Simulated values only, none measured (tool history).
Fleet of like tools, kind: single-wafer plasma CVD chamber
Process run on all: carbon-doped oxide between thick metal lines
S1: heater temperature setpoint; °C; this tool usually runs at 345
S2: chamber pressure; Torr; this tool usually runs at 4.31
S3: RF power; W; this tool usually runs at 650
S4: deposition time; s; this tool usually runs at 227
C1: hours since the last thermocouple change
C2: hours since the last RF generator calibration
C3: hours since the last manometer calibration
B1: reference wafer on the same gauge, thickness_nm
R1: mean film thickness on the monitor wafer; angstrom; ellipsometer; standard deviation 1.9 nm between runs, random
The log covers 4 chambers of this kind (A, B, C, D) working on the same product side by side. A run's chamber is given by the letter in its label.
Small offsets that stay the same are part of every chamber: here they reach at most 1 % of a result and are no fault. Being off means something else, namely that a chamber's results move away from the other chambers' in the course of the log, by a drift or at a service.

Run 1B, hour 6: usual settings; C1 1767.9; C2 334.3; C3 986.9; B1 1360.4. Result: R1 13206 angstrom.
Run 2D, hour 13.8: usual settings; C1 198.1; C2 415.8; C3 820.8; B1 1360.7. Result: R1 13175 angstrom.
Run 3A, hour 24.7: usual settings; C1 946.6; C2 613.1; C3 871.5; B1 1360.4. Result: R1 13250 angstrom.
Run 4C, hour 33.4: usual settings; C1 893.6; C2 1810.2; C3 466.5; B1 1360.9. Result: R1 13155 angstrom.
Run 5A, hour 43.1: usual settings; C1 965; C2 631.5; C3 889.9; B1 1361.1. Result: R1 13286 angstrom.
Run 6C, hour 51.9: usual settings; C1 912.1; C2 1828.7; C3 485; B1 1361.1. Result: R1 13181 angstrom.
Run 7D, hour 61.3: usual settings; C1 245.6; C2 463.3; C3 868.3; B1 1362.1. Result: R1 13161 angstrom.
Run 8B, hour 67.2: usual settings; C1 1829.1; C2 395.5; C3 1048.1; B1 1361.3. Result: R1 13240 angstrom.
Run 9A, hour 74.7: usual settings; C1 996.6; C2 663.1; C3 921.5; B1 1361.7. Result: R1 13299 angstrom.
Run 10D, hour 84.6: usual settings; C1 268.9; C2 486.6; C3 891.6; B1 1361.8. Result: R1 13211 angstrom.
Run 11B, hour 93.9: usual settings; C1 1855.8; C2 422.2; C3 1074.8; B1 1361.8. Result: R1 13256 angstrom.
Run 12C, hour 105.1: usual settings but S3 765 W, S4 200 s; C1 965.3; C2 1881.9; C3 538.2; B1 1362.2. Result: R1 12749 angstrom.
Run 13C, hour 114.2: usual settings but S3 765 W, S4 200 s; C1 974.4; C2 1891; C3 547.3; B1 1362. Result: R1 12799 angstrom.
Run 14B, hour 121.2: usual settings but S3 765 W, S4 200 s; C1 1883.1; C2 449.5; C3 1102.1; B1 1362.5. Result: R1 12794 angstrom.
Run 15A, hour 131.1: usual settings but S3 765 W, S4 200 s; C1 1053; C2 719.5; C3 977.9; B1 1362.7. Result: R1 12895 angstrom.
Run 16D, hour 140.4: usual settings; C1 324.7; C2 542.4; C3 947.4; B1 1362.7. Result: R1 13215 angstrom.
Run 17C, hour 148.1: usual settings; C1 1008.3; C2 1924.9; C3 581.2; B1 1363.2. Result: R1 13199 angstrom.
Run 18D, hour 157.5: usual settings; C1 341.8; C2 559.5; C3 964.5; B1 1363. Result: R1 13203 angstrom.
Run 19B, hour 168.1: usual settings but S1 338 °C, S2 4.78 Torr; C1 1930; C2 496.4; C3 1149; B1 1363.6. Result: R1 13678 angstrom.
Run 20A, hour 175: usual settings but S1 338 °C, S2 4.78 Torr; C1 1096.9; C2 763.4; C3 1021.8; B1 1363.8. Result: R1 13813 angstrom.
Run 21C, hour 184: usual settings but S1 338 °C, S2 4.78 Torr; C1 1044.2; C2 1960.8; C3 617.1; B1 1363.7. Result: R1 13636 angstrom.
At hour 187.5: chamber C: RF generator calibrated.
Run 22B, hour 193.7: usual settings but S1 338 °C, S2 4.78 Torr; C1 1955.6; C2 522; C3 1174.6; B1 1364.2. Result: R1 13711 angstrom.
Run 23A, hour 203.4: usual settings but S2 3.46 Torr; C1 1125.3; C2 791.8; C3 1050.2; B1 1364.2. Result: R1 12937 angstrom.
Run 24D, hour 209.6: usual settings but S2 3.46 Torr; C1 393.9; C2 611.6; C3 1016.6; B1 1364.4. Result: R1 12802 angstrom.
Run 25C, hour 216.2: usual settings but S2 3.46 Torr; C1 1076.4; C2 28.8; C3 649.3; B1 1364.6. Result: R1 12814 angstrom.
Run 26B, hour 223.4: usual settings but S2 3.46 Torr; C1 1985.3; C2 551.7; C3 1204.3; B1 1364.8. Result: R1 12879 angstrom.
Run 27D, hour 228.3: usual settings but S1 351 °C; C1 412.6; C2 630.3; C3 1035.3; B1 1364.8. Result: R1 13003 angstrom.
Run 28A, hour 233.8: usual settings but S1 351 °C; C1 1155.7; C2 822.2; C3 1080.6; B1 1365. Result: R1 13092 angstrom.
Run 29D, hour 243.8: usual settings but S1 351 °C; C1 428.1; C2 645.8; C3 1050.8; B1 1365.1. Result: R1 13051 angstrom.
Run 30C, hour 254.1: usual settings but S1 351 °C; C1 1114.3; C2 66.7; C3 687.2; B1 1365.2. Result: R1 13003 angstrom.
Run 31B, hour 261.1: usual settings but S2 5.02 Torr, S3 600 W; C1 2023; C2 589.4; C3 1242; B1 1365.6. Result: R1 12922 angstrom.
Run 32A, hour 272.2: usual settings but S2 5.02 Torr, S3 600 W; C1 1194.1; C2 860.6; C3 1119; B1 1365.8. Result: R1 12994 angstrom.
Run 33A, hour 283.3: usual settings but S2 5.02 Torr, S3 600 W; C1 1205.2; C2 871.7; C3 1130.1; B1 1366.1. Result: R1 13019 angstrom.
Run 34B, hour 288.2: usual settings but S2 5.02 Torr, S3 600 W; C1 2050.1; C2 616.5; C3 1269.1; B1 1365.9. Result: R1 12921 angstrom.
At hour 298.5: chamber D: capacitance manometer re-zeroed and calibrated.
Run 35C, hour 298.5: usual settings; C1 1158.7; C2 111.1; C3 731.6; B1 1366.2. Result: R1 13221 angstrom.
Run 36D, hour 306.8: usual settings; C1 491.1; C2 708.8; C3 8.4; B1 1366.5. Result: R1 13203 angstrom.
Run 37C, hour 317.6: usual settings; C1 1177.8; C2 130.2; C3 750.7; B1 1366.3. Result: R1 13213 angstrom.
Run 38D, hour 322.5: usual settings but S1 333 °C; C1 506.8; C2 724.5; C3 24.1; B1 1366.9. Result: R1 13695 angstrom.
Run 39A, hour 333.2: usual settings but S1 333 °C; C1 1255.1; C2 921.6; C3 1180; B1 1367.1. Result: R1 13795 angstrom.
Run 40B, hour 339.1: usual settings but S1 333 °C; C1 2101; C2 667.4; C3 1320; B1 1367. Result: R1 13759 angstrom.
Run 41D, hour 344.6: usual settings but S1 333 °C; C1 528.9; C2 746.6; C3 46.2; B1 1366.7. Result: R1 13672 angstrom.
Run 42C, hour 352.5: usual settings; C1 1212.7; C2 165.1; C3 785.6; B1 1367.5. Result: R1 13244 angstrom.
At hour 357.4: chamber B: thermocouple changed; heater temperature recalibrated.
Run 43A, hour 359.8: usual settings; C1 1281.7; C2 948.2; C3 1206.6; B1 1367.2. Result: R1 13338 angstrom.
Run 44B, hour 369.3: usual settings; C1 12; C2 697.6; C3 1350.2; B1 1367.5. Result: R1 13265 angstrom.

Does one chamber stand apart from the rest, does the shared gauge drift, or is all well apart from small per-chamber offsets? Give the chamber and the most likely cause, where there is one.

The shared gauge is drifting. All chambers look as if they move in step, but none is off.
What lies behind it: gauge reads high (%) = 0.58.
